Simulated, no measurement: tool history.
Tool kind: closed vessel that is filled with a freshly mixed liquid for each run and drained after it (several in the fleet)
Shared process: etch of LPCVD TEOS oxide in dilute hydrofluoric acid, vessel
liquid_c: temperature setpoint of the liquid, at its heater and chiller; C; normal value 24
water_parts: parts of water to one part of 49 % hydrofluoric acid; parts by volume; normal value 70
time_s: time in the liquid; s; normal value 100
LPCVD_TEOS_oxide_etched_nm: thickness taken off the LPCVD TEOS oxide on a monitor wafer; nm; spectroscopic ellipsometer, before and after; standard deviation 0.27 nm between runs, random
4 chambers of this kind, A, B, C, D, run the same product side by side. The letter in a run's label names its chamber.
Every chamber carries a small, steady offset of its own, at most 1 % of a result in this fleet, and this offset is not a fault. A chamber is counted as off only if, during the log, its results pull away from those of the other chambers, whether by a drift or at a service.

run   hour  liquid_c  water_parts  time_s  read-back film thickness of the LPCVD TEOS oxide reference wafer, read on the same gauge (nm)  LPCVD_TEOS_oxide_etched_nm
 1B    6.1        24           70     100                                                                                         110.03                      48.492
 2A     13        24           70     100                                                                                            110                      49.642
 3C   23.6        24           70     100                                                                                         110.01                      48.932
 4D   33.7        24           70     100                                                                                            110                       48.08
 5B   38.9        24           70     100                                                                                         109.98                      48.923
 6C   45.7        24           70     100                                                                                            110                      49.266
 7A   57.1        24           70     100                                                                                         109.98                       49.22
 8D   67.1        24           70     100                                                                                         110.01                      48.375
 9D   75.4        24           70     100                                                                                         110.01                      48.845
10A   86.8      26.5           70      65                                                                                         109.99                      35.695
11C   94.9      26.5           70      65                                                                                         109.99                      35.105
12B  100.4      26.5           70      65                                                                                         110.01                      35.399
13B  106.1      26.5           70      65                                                                                         110.01                      35.168
14C  112.1        24           70     100                                                                                         109.97                      48.457
15A    123        24           70     100                                                                                         109.99                      50.034
16D  133.5        24           70     100                                                                                         109.99                      48.499
17C    145        24           70     100                                                                                         110.01                      48.989
18A  152.7        24           70     125                                                                                         109.99                      62.103
19D  161.5        24           70     125                                                                                            110                       60.46
20B  168.4        24           70     125                                                                                         109.99                      61.209
21B  175.2        24           70     125                                                                                         109.99                      61.215
22D  184.8        24           70     100                                                                                         110.01                      47.938
23A  196.3        24           70     100                                                                                         109.98                      49.218
24C  208.2        24           70     100                                                                                         110.01                      48.907
25B  218.5      26.5           70     100                                                                                         109.99                      54.299
26D  226.7      26.5           70     100                                                                                         110.02                      51.956
27C  238.1      26.5           70     100                                                                                         109.99                      53.936
28A  243.3      26.5           70     100                                                                                         109.97                      55.055
     247.3  -- chamber A: hydrofluoric acid flow meter replaced
29A  253.5        24           70     100                                                                                         110.01                      49.116
30C    263        24           70     100                                                                                         109.99                      48.951
31B  273.7      22.5           90     100                                                                                         110.01                      35.002
32D  282.1      22.5           90     100                                                                                         110.02                      33.223

Next, every chamber runs the same settings. What will each give?
33A  290.6      28.5           70     100                                                                                                                          ?
33B  290.6      28.5           70     100                                                                                                                          ?
33C  290.6      28.5           70     100                                                                                                                          ?
33D  290.6      28.5           70     100                                                                                                                          ?

run  LPCVD_TEOS_oxide_etched_nm
33A                      58.716
33B                      58.979
33C                      58.233
33D                      56.089

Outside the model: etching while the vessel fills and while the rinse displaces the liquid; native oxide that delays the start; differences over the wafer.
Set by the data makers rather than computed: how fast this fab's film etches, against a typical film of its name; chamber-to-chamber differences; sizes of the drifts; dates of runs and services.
